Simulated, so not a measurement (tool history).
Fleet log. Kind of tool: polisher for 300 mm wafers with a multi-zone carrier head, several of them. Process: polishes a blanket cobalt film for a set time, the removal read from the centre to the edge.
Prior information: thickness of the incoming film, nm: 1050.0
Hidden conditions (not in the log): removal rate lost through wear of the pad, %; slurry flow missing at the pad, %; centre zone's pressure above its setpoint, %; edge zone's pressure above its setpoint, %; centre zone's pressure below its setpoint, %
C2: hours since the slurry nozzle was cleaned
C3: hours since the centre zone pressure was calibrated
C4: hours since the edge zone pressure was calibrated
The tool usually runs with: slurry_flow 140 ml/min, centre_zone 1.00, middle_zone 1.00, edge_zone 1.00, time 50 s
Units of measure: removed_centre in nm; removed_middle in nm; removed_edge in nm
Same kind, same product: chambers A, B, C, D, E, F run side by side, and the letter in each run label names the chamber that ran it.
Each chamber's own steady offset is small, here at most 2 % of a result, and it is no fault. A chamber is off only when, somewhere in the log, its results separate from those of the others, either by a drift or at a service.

{"hour": 0.5, "done": "chamber F: worn pad replaced by a new one"}
{"hour": 0.8, "done": "chamber D: worn pad replaced by a new one"}
{"run": "1C", "hour": 4.9, "slurry_flow": 140, "centre_zone": 1.0, "middle_zone": 1.0, "edge_zone": 1.0, "time": 50, "wafers polished on this pad": 605, "C2": 159.2, "C3": 294.3, "C4": 676.0, "removed_centre": 272.91, "removed_middle": 269.18, "removed_edge": 270.54}
{"hour": 5.2, "done": "chamber E: worn pad replaced by a new one"}
{"run": "2B", "hour": 13.6, "slurry_flow": 140, "centre_zone": 1.0, "middle_zone": 1.0, "edge_zone": 1.0, "time": 50, "wafers polished on this pad": 915, "C2": 175.6, "C3": 186.6, "C4": 581.4, "removed_centre": 269.63, "removed_middle": 269.65, "removed_edge": 268.01}
{"run": "3D", "hour": 21.7, "slurry_flow": 140, "centre_zone": 1.0, "middle_zone": 1.0, "edge_zone": 1.0, "time": 50, "wafers polished on this pad": 372, "C2": 557.0, "C3": 168.1, "C4": 92.0, "removed_centre": 266.68, "removed_middle": 279.53, "removed_edge": 273.38}
{"hour": 25.5, "done": "chamber A: worn pad replaced by a new one"}
{"run": "4A", "hour": 26.8, "slurry_flow": 140, "centre_zone": 1.0, "middle_zone": 1.0, "edge_zone": 1.0, "time": 50, "wafers polished on this pad": 24, "C2": 431.8, "C3": 668.1, "C4": 453.4, "removed_centre": 283.7, "removed_middle": 269.74, "removed_edge": 264.28}
{"hour": 29.3, "done": "chamber C: worn pad replaced by a new one"}
{"run": "5F", "hour": 32.2, "slurry_flow": 140, "centre_zone": 1.0, "middle_zone": 1.0, "edge_zone": 1.0, "time": 50, "wafers polished on this pad": 564, "C2": 268.8, "C3": 632.9, "C4": 336.7, "removed_centre": 266.88, "removed_middle": 270.81, "removed_edge": 267.91}
{"run": "6E", "hour": 40.1, "slurry_flow": 110, "centre_zone": 1.0, "middle_zone": 1.0, "edge_zone": 0.96, "time": 50, "wafers polished on this pad": 622, "C2": 275.0, "C3": 327.9, "C4": 255.8, "removed_centre": 251.28, "removed_middle": 259.1, "removed_edge": 255.5}
{"run": "7E", "hour": 47.1, "slurry_flow": 110, "centre_zone": 1.0, "middle_zone": 1.0, "edge_zone": 0.96, "time": 50, "wafers polished on this pad": 746, "C2": 282.0, "C3": 334.9, "C4": 262.8, "removed_centre": 255.25, "removed_middle": 259.24, "removed_edge": 253.16}
{"hour": 51.4, "done": "chamber D: worn pad replaced by a new one"}
{"run": "8A", "hour": 53.7, "slurry_flow": 110, "centre_zone": 1.0, "middle_zone": 1.0, "edge_zone": 0.96, "time": 50, "wafers polished on this pad": 503, "C2": 458.7, "C3": 695.0, "C4": 480.3, "removed_centre": 264.08, "removed_middle": 260.08, "removed_edge": 255.33}
{"hour": 56.3, "done": "chamber F: worn pad replaced by a new one"}
{"run": "9D", "hour": 58.5, "slurry_flow": 110, "centre_zone": 1.0, "middle_zone": 1.0, "edge_zone": 0.96, "time": 50, "wafers polished on this pad": 127, "C2": 593.8, "C3": 204.9, "C4": 128.8, "removed_centre": 257.15, "removed_middle": 265.78, "removed_edge": 261.21}
{"run": "10B", "hour": 62.4, "slurry_flow": 110, "centre_zone": 1.0, "middle_zone": 1.0, "edge_zone": 0.96, "time": 50, "wafers polished on this pad": 1782, "C2": 224.4, "C3": 235.4, "C4": 630.2, "removed_centre": 246.57, "removed_middle": 257.44, "removed_edge": 255.81}
{"run": "11F", "hour": 67.5, "slurry_flow": 110, "centre_zone": 1.0, "middle_zone": 1.0, "edge_zone": 0.96, "time": 50, "wafers polished on this pad": 199, "C2": 304.1, "C3": 668.2, "C4": 372.0, "removed_centre": 257.72, "removed_middle": 256.39, "removed_edge": 251.06}
{"hour": 67.9, "done": "chamber E: worn pad replaced by a new one"}
{"run": "12C", "hour": 76.4, "slurry_flow": 140, "centre_zone": 1.0, "middle_zone": 1.0, "edge_zone": 1.0, "time": 50, "wafers polished on this pad": 837, "C2": 230.7, "C3": 365.8, "C4": 747.5, "removed_centre": 266.89, "removed_middle": 276.03, "removed_edge": 272.04}
{"hour": 80.3, "done": "chamber C: worn pad replaced by a new one"}
{"run": "13F", "hour": 81.2, "slurry_flow": 140, "centre_zone": 1.0, "middle_zone": 1.0, "edge_zone": 1.0, "time": 50, "wafers polished on this pad": 443, "C2": 317.8, "C3": 681.9, "C4": 385.7, "removed_centre": 272.73, "removed_middle": 269.24, "removed_edge": 262.39}
{"run": "14B", "hour": 85.7, "slurry_flow": 140, "centre_zone": 1.0, "middle_zone": 1.0, "edge_zone": 1.0, "time": 50, "wafers polished on this pad": 2197, "C2": 247.7, "C3": 258.7, "C4": 653.5, "removed_centre": 263.85, "removed_middle": 267.76, "removed_edge": 272.74}
{"hour": 86.9, "done": "chamber A: worn pad replaced by a new one"}
{"hour": 90.6, "done": "chamber F: slurry nozzle cleaned"}
{"run": "15E", "hour": 91.9, "slurry_flow": 140, "centre_zone": 1.0, "middle_zone": 1.0, "edge_zone": 1.0, "time": 50, "wafers polished on this pad": 427, "C2": 326.8, "C3": 379.7, "C4": 307.6, "removed_centre": 272.75, "removed_middle": 274.17, "removed_edge": 268.4}
{"hour": 92.0, "done": "chamber C: slurry nozzle cleaned"}
{"run": "16D", "hour": 97.1, "slurry_flow": 140, "centre_zone": 1.0, "middle_zone": 1.0, "edge_zone": 1.0, "time": 50, "wafers polished on this pad": 813, "C2": 632.4, "C3": 243.5, "C4": 167.4, "removed_centre": 262.27, "removed_middle": 275.51, "removed_edge": 272.2}
{"run": "17A", "hour": 104.0, "slurry_flow": 140, "centre_zone": 1.0, "middle_zone": 0.88, "edge_zone": 1.0, "time": 50, "wafers polished on this pad": 304, "C2": 509.0, "C3": 745.3, "C4": 530.6, "removed_centre": 275.17, "removed_middle": 243.9, "removed_edge": 272.06}
{"hour": 105.5, "done": "chamber F: edge zone pressure recalibrated"}
{"hour": 108.3, "done": "chamber D: worn pad replaced by a new one"}
{"run": "18C", "hour": 111.9, "slurry_flow": 140, "centre_zone": 1.0, "middle_zone": 0.88, "edge_zone": 1.0, "time": 50, "wafers polished on this pad": 562, "C2": 20.0, "C3": 401.3, "C4": 783.0, "removed_centre": 266.66, "removed_middle": 243.46, "removed_edge": 276.28}
{"run": "19F", "hour": 120.9, "slurry_flow": 140, "centre_zone": 1.0, "middle_zone": 0.88, "edge_zone": 1.0, "time": 50, "wafers polished on this pad": 1149, "C2": 30.4, "C3": 721.6, "C4": 15.5, "removed_centre": 270.01, "removed_middle": 236.83, "removed_edge": 269.4}
{"hour": 121.9, "done": "chamber F: worn pad replaced by a new one"}
{"hour": 126.6, "done": "chamber E: worn pad replaced by a new one"}
{"run": "20C", "hour": 127.1, "slurry_flow": 140, "centre_zone": 1.0, "middle_zone": 0.88, "edge_zone": 1.0, "time": 50, "wafers polished on this pad": 832, "C2": 35.2, "C3": 416.5, "C4": 798.2, "removed_centre": 277.31, "removed_middle": 243.35, "removed_edge": 268.66}
{"run": "21A", "hour": 132.0, "slurry_flow": 140, "centre_zone": 1.0, "middle_zone": 0.88, "edge_zone": 1.0, "time": 50, "wafers polished on this pad": 801, "C2": 537.0, "C3": 773.3, "C4": 558.6, "removed_centre": 273.25, "removed_middle": 239.61, "removed_edge": 267.55}
{"hour": 136.4, "done": "chamber C: worn pad replaced by a new one"}
{"run": "22E", "hour": 139.5, "slurry_flow": 140, "centre_zone": 1.0, "middle_zone": 0.88, "edge_zone": 1.0, "time": 50, "wafers polished on this pad": 229, "C2": 374.4, "C3": 427.3, "C4": 355.2, "removed_centre": 273.41, "removed_middle": 246.59, "removed_edge": 277.73}
{"hour": 140.1, "done": "chamber A: worn pad replaced by a new one"}
{"run": "23D", "hour": 144.4, "slurry_flow": 185, "centre_zone": 1.0, "middle_zone": 1.0, "edge_zone": 1.0, "time": 50, "wafers polished on this pad": 643, "C2": 679.7, "C3": 290.8, "C4": 214.7, "removed_centre": 284.13, "removed_middle": 286.2, "removed_edge": 275.01}
{"run": "24B", "hour": 153.2, "slurry_flow": 185, "centre_zone": 1.0, "middle_zone": 1.0, "edge_zone": 1.0, "time": 50, "wafers polished on this pad": 3397, "C2": 315.2, "C3": 326.2, "C4": 721.0, "removed_centre": 275.36, "removed_middle": 272.74, "removed_edge": 279.89}
{"hour": 156.7, "done": "chamber E: slurry nozzle cleaned"}
{"hour": 158.5, "done": "chamber A: slurry nozzle cleaned"}
{"run": "25C", "hour": 160.0, "slurry_flow": 185, "centre_zone": 1.0, "middle_zone": 1.0, "edge_zone": 1.0, "time": 50, "wafers polished on this pad": 420, "C2": 68.1, "C3": 449.4, "C4": 831.1, "removed_centre": 285.6, "removed_middle": 286.53, "removed_edge": 286.43}
{"run": "26B", "hour": 168.8, "slurry_flow": 185, "centre_zone": 1.0, "middle_zone": 1.0, "edge_zone": 1.0, "time": 50, "wafers polished on this pad": 3674, "C2": 330.8, "C3": 341.8, "C4": 736.6, "removed_centre": 266.54, "removed_middle": 270.39, "removed_edge": 273.97}
{"hour": 169.7, "done": "chamber D: worn pad replaced by a new one"}
{"hour": 176.3, "done": "chamber F: worn pad replaced by a new one"}
{"run": "27E", "hour": 177.0, "slurry_flow": 185, "centre_zone": 1.0, "middle_zone": 1.0, "edge_zone": 1.0, "time": 50, "wafers polished on this pad": 896, "C2": 20.4, "C3": 464.8, "C4": 392.7, "removed_centre": 286.32, "removed_middle": 289.14, "removed_edge": 279.76}
{"hour": 184.8, "done": "chamber C: worn pad replaced by a new one"}
{"run": "28F", "hour": 185.2, "slurry_flow": 185, "centre_zone": 1.0, "middle_zone": 1.0, "edge_zone": 1.0, "time": 50, "wafers polished on this pad": 158, "C2": 94.7, "C3": 785.9, "C4": 79.8, "removed_centre": 289.37, "removed_middle": 286.8, "removed_edge": 281.36}
{"hour": 185.3, "done": "chamber E: worn pad replaced by a new one"}
{"run": "29A", "hour": 194.3, "slurry_flow": 140, "centre_zone": 1.0, "middle_zone": 1.0, "edge_zone": 1.0, "time": 50, "wafers polished on this pad": 965, "C2": 35.8, "C3": 835.6, "C4": 620.9, "removed_centre": 272.55, "removed_middle": 271.81, "removed_edge": 268.97}
{"hour": 194.9, "done": "chamber D: centre zone pressure recalibrated"}
{"hour": 196.3, "done": "chamber D: slurry nozzle cleaned"}
{"run": "30D", "hour": 200.5, "slurry_flow": 140, "centre_zone": 1.0, "middle_zone": 1.0, "edge_zone": 1.0, "time": 50, "wafers polished on this pad": 547, "C2": 4.2, "C3": 5.7, "C4": 270.8, "removed_centre": 274.78, "removed_middle": 274.64, "removed_edge": 270.26}
{"hour": 205.7, "done": "chamber A: worn pad replaced by a new one"}
{"run": "31A", "hour": 209.3, "slurry_flow": 140, "centre_zone": 1.0, "middle_zone": 1.0, "edge_zone": 1.0, "time": 50, "wafers polished on this pad": 64, "C2": 50.8, "C3": 850.6, "C4": 635.9, "removed_centre": 273.02, "removed_middle": 271.16, "removed_edge": 273.45}
{"run": "32E", "hour": 217.2, "slurry_flow": 140, "centre_zone": 1.0, "middle_zone": 1.0, "edge_zone": 1.0, "time": 50, "wafers polished on this pad": 567, "C2": 60.6, "C3": 505.0, "C4": 432.9, "removed_centre": 274.01, "removed_middle": 277.25, "removed_edge": 272.7}
{"run": "33B", "hour": 224.6, "slurry_flow": 140, "centre_zone": 1.0, "middle_zone": 1.0, "edge_zone": 1.0, "time": 50, "wafers polished on this pad": 4666, "C2": 386.6, "C3": 397.6, "C4": 792.4, "removed_centre": 241.94, "removed_middle": 249.31, "removed_edge": 251.88}
{"hour": 226.9, "done": "chamber A: centre zone pressure recalibrated"}
{"hour": 227.4, "done": "chamber D: worn pad replaced by a new one"}
{"hour": 229.7, "done": "chamber F: worn pad replaced by a new one"}
{"hour": 233.0, "done": "chamber C: worn pad replaced by a new one"}
{"run": "34C", "hour": 233.6, "slurry_flow": 140, "centre_zone": 1.0, "middle_zone": 1.0, "edge_zone": 1.0, "time": 50, "wafers polished on this pad": 12, "C2": 141.7, "C3": 523.0, "C4": 904.7, "removed_centre": 277.2, "removed_middle": 274.61, "removed_edge": 274.0}
{"hour": 236.4, "done": "chamber E: worn pad replaced by a new one"}
{"run": "35D", "hour": 238.1, "slurry_flow": 140, "centre_zone": 1.0, "middle_zone": 1.0, "edge_zone": 1.0, "time": 50, "wafers polished on this pad": 191, "C2": 41.8, "C3": 43.3, "C4": 308.4, "removed_centre": 267.32, "removed_middle": 276.87, "removed_edge": 268.58}
{"run": "36F", "hour": 242.6, "slurry_flow": 140, "centre_zone": 1.0, "middle_zone": 1.0, "edge_zone": 1.0, "time": 50, "wafers polished on this pad": 230, "C2": 152.1, "C3": 843.3, "C4": 137.2, "removed_centre": 274.08, "removed_middle": 272.73, "removed_edge": 264.94}
{"run": "37D", "hour": 250.4, "slurry_flow": 140, "centre_zone": 1.0, "middle_zone": 1.0, "edge_zone": 1.0, "time": 50, "wafers polished on this pad": 410, "C2": 54.1, "C3": 55.6, "C4": 320.7, "removed_centre": 264.39, "removed_middle": 275.41, "removed_edge": 273.49}
{"run": "38B", "hour": 254.5, "slurry_flow": 140, "centre_zone": 1.0, "middle_zone": 1.0, "edge_zone": 1.0, "time": 50, "wafers polished on this pad": 5198, "C2": 416.5, "C3": 427.5, "C4": 822.3, "removed_centre": 247.54, "removed_middle": 245.34, "removed_edge": 249.54}
{"run": "39E", "hour": 262.0, "slurry_flow": 140, "centre_zone": 1.0, "middle_zone": 1.0, "edge_zone": 1.0, "time": 50, "wafers polished on this pad": 455, "C2": 105.4, "C3": 549.8, "C4": 477.7, "removed_centre": 277.68, "removed_middle": 274.99, "removed_edge": 270.75}
{"hour": 268.6, "done": "chamber A: worn pad replaced by a new one"}
{"run": "40C", "hour": 269.0, "slurry_flow": 140, "centre_zone": 1.0, "middle_zone": 1.0, "edge_zone": 1.0, "time": 50, "wafers polished on this pad": 641, "C2": 177.1, "C3": 558.4, "C4": 940.1, "removed_centre": 268.44, "removed_middle": 271.51, "removed_edge": 271.04}
{"run": "41A", "hour": 275.1, "slurry_flow": 140, "centre_zone": 1.0, "middle_zone": 1.0, "edge_zone": 1.0, "time": 50, "wafers polished on this pad": 116, "C2": 116.6, "C3": 48.2, "C4": 701.7, "removed_centre": 274.59, "removed_middle": 273.75, "removed_edge": 270.98}
{"run": "42F", "hour": 280.9, "slurry_flow": 140, "centre_zone": 1.0, "middle_zone": 1.0, "edge_zone": 1.0, "time": 50, "wafers polished on this pad": 911, "C2": 190.4, "C3": 881.6, "C4": 175.5, "removed_centre": 279.66, "removed_middle": 271.9, "removed_edge": 266.87}

Decide between three cases: one chamber stands off from its peers, the gauge reading all wafers drifts, or nothing is wrong past each chamber's small offset. Where a chamber is off, say which and what most likely put it there.

Little by little, chamber B moves away from the other chambers.
Cause: removal rate lost through wear of the pad, % = 11.4.
Not necessarily distinguishable in this log from: slurry flow missing at the pad, %.

Which of the 4 candidates below, each the usual settings with something changed and its results left as question marks, puts chamber B back in line with what the other chambers give on the usual settings?
Counts as in line when no further than this from what the other chambers average on the usual settings: removed_centre 13.00 nm; removed_middle 6.70 nm; removed_edge 11.00 nm
{"run": "43B-1", "hour": 287.5, "slurry_flow": 140, "centre_zone": 0.99, "middle_zone": 1.0, "edge_zone": 1.0, "time": 48, "removed_centre": "?", "removed_middle": "?", "removed_edge": "?"}
{"run": "43B-2", "hour": 287.5, "slurry_flow": 135, "centre_zone": 0.98, "middle_zone": 0.99, "edge_zone": 1.01, "time": 45, "removed_centre": "?", "removed_middle": "?", "removed_edge": "?"}
{"run": "43B-3", "hour": 287.5, "slurry_flow": 145, "centre_zone": 1.02, "middle_zone": 1.01, "edge_zone": 0.99, "time": 56, "removed_centre": "?", "removed_middle": "?", "removed_edge": "?"}
{"run": "43B-4", "hour": 287.5, "slurry_flow": 140, "centre_zone": 1.01, "middle_zone": 1.0, "edge_zone": 1.0, "time": 52, "removed_centre": "?", "removed_middle": "?", "removed_edge": "?"}

Average result of the remaining chambers running the usual settings: removed_centre 272.31 nm; removed_middle 273.14 nm; removed_edge 270.77 nm
run=43B-1 removed_centre=224.13 removed_middle=230.59 removed_edge=234.32
run=43B-2 removed_centre=206.04 removed_middle=212.59 removed_edge=219.67
run=43B-3 removed_centre=272.23 removed_middle=273.37 removed_edge=273.27
run=43B-4 removed_centre=248.11 removed_middle=249.78 removed_edge=253.84
43B-3 is the one that brings the chamber's results back in line with the other chambers.
